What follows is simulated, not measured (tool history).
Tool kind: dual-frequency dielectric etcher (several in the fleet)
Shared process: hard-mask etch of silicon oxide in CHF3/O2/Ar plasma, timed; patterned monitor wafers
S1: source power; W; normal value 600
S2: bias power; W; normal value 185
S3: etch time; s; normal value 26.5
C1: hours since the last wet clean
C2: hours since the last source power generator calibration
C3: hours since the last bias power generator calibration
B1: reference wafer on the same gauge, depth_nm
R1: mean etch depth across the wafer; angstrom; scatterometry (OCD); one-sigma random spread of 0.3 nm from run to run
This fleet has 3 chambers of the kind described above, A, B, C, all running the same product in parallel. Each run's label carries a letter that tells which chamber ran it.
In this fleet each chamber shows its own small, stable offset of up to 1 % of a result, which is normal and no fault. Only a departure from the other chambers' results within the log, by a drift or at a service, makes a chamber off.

run 1B hour=8.3 | S1=600 S2=185 S3=26.5 | C1=146.4 C2=1671.1 C3=2467.6 | B1=63.196 | R1=525.51
run 2A hour=14.3 | S1=600 S2=185 S3=26.5 | C1=521.2 C2=1829.2 C3=2156.9 | B1=63.155 | R1=530.01
run 3C hour=18.4 | S1=600 S2=185 S3=26.5 | C1=292.6 C2=1574.3 C3=603.1 | B1=63.200 | R1=523.97
run 4B hour=23.5 | S1=600 S2=185 S3=26.5 | C1=161.6 C2=1686.3 C3=2482.8 | B1=63.286 | R1=527.72
run 5A hour=29.9 | S1=600 S2=185 S3=26.5 | C1=536.8 C2=1844.8 C3=2172.5 | B1=63.223 | R1=523.20
run 6C hour=38.2 | S1=600 S2=185 S3=26.5 | C1=312.4 C2=1594.1 C3=622.9 | B1=63.090 | R1=523.06
-- hour=40.9 chamber A: wet clean of the chamber
run 7B hour=46.6 | S1=600 S2=185 S3=26.5 | C1=184.7 C2=1709.4 C3=2505.9 | B1=63.201 | R1=527.69
run 8A hour=53.7 | S1=600 S2=185 S3=26.5 | C1=12.8 C2=1868.6 C3=2196.3 | B1=63.277 | R1=528.92
run 9C hour=61.5 | S1=600 S2=185 S3=33.0 | C1=335.7 C2=1617.4 C3=646.2 | B1=63.219 | R1=645.82
-- hour=64.0 chamber A: source power generator calibrated
run 10A hour=66.4 | S1=600 S2=185 S3=33.0 | C1=25.5 C2=2.4 C3=2209.0 | B1=63.127 | R1=645.14
run 11C hour=70.4 | S1=600 S2=185 S3=33.0 | C1=344.6 C2=1626.3 C3=655.1 | B1=63.207 | R1=644.15
run 12B hour=78.3 | S1=600 S2=185 S3=26.5 | C1=216.4 C2=1741.1 C3=2537.6 | B1=63.172 | R1=530.49
run 13C hour=83.7 | S1=600 S2=185 S3=26.5 | C1=357.9 C2=1639.6 C3=668.4 | B1=63.207 | R1=516.18
run 14A hour=90.6 | S1=600 S2=185 S3=26.5 | C1=49.7 C2=26.6 C3=2233.2 | B1=63.227 | R1=526.45
run 15B hour=97.0 | S1=600 S2=185 S3=26.5 | C1=235.1 C2=1759.8 C3=2556.3 | B1=63.199 | R1=534.05
run 16A hour=101.3 | S1=600 S2=185 S3=26.5 | C1=60.4 C2=37.3 C3=2243.9 | B1=63.194 | R1=519.55
run 17C hour=107.2 | S1=600 S2=185 S3=26.5 | C1=381.4 C2=1663.1 C3=691.9 | B1=63.114 | R1=514.08
run 18B hour=112.6 | S1=600 S2=185 S3=26.5 | C1=250.7 C2=1775.4 C3=2571.9 | B1=63.246 | R1=526.53
run 19A hour=117.4 | S1=600 S2=185 S3=26.5 | C1=76.5 C2=53.4 C3=2260.0 | B1=63.184 | R1=521.37
run 20B hour=121.9 | S1=600 S2=185 S3=26.5 | C1=260.0 C2=1784.7 C3=2581.2 | B1=63.225 | R1=524.73
run 21C hour=129.5 | S1=600 S2=185 S3=26.5 | C1=403.7 C2=1685.4 C3=714.2 | B1=63.102 | R1=509.48
run 22A hour=137.7 | S1=600 S2=185 S3=22.5 | C1=96.8 C2=73.7 C3=2280.3 | B1=63.260 | R1=446.68
run 23B hour=144.3 | S1=600 S2=185 S3=22.5 | C1=282.4 C2=1807.1 C3=2603.6 | B1=63.158 | R1=447.14
run 24C hour=151.3 | S1=600 S2=185 S3=22.5 | C1=425.5 C2=1707.2 C3=736.0 | B1=63.170 | R1=430.23
run 25B hour=155.6 | S1=600 S2=185 S3=26.5 | C1=293.7 C2=1818.4 C3=2614.9 | B1=63.158 | R1=522.18
run 26A hour=162.1 | S1=710 S2=210 S3=26.5 | C1=121.2 C2=98.1 C3=2304.7 | B1=63.199 | R1=580.81
run 27C hour=169.1 | S1=710 S2=210 S3=26.5 | C1=443.3 C2=1725.0 C3=753.8 | B1=63.146 | R1=556.53
run 28C hour=177.6 | S1=710 S2=210 S3=26.5 | C1=451.8 C2=1733.5 C3=762.3 | B1=63.195 | R1=562.08
run 29A hour=182.9 | S1=600 S2=185 S3=21.0 | C1=142.0 C2=118.9 C3=2325.5 | B1=63.199 | R1=415.10

Which is it: a chamber that has drifted or been left off by a service, a gauge drift common to all chambers, or only each chamber's usual small offset? If a chamber is off, name it and its likeliest cause.

Chamber C drifts away from the others.
Cause: etch rate under this chamber's usual, % = 4.98.

Chamber C could run next with any of the 4 candidate recipes listed below; each alters the usual settings, and their results appear as question marks. Which one brings its results back in line with what the other chambers deliver on the usual settings?
Maximum distance from the other chambers' mean on the usual settings for a result to count as in line: R1 11.00 angstrom
run 30C-1 hour=189.0 | S1=780 S2=185 S3=26.5 | R1=?
run 30C-2 hour=189.0 | S1=610 S2=187 S3=27.5 | R1=?
run 30C-3 hour=189.0 | S1=590 S2=181 S3=24.5 | R1=?
run 30C-4 hour=189.0 | S1=600 S2=185 S3=25.0 | R1=?

Mean of the other chambers on the usual settings: R1 526.01 angstrom
run=30C-1 R1=553.67
run=30C-2 R1=525.53
run=30C-3 R1=457.24
run=30C-4 R1=473.05
The right change is 30C-2: it brings the chamber back within the allowed miss of the others.

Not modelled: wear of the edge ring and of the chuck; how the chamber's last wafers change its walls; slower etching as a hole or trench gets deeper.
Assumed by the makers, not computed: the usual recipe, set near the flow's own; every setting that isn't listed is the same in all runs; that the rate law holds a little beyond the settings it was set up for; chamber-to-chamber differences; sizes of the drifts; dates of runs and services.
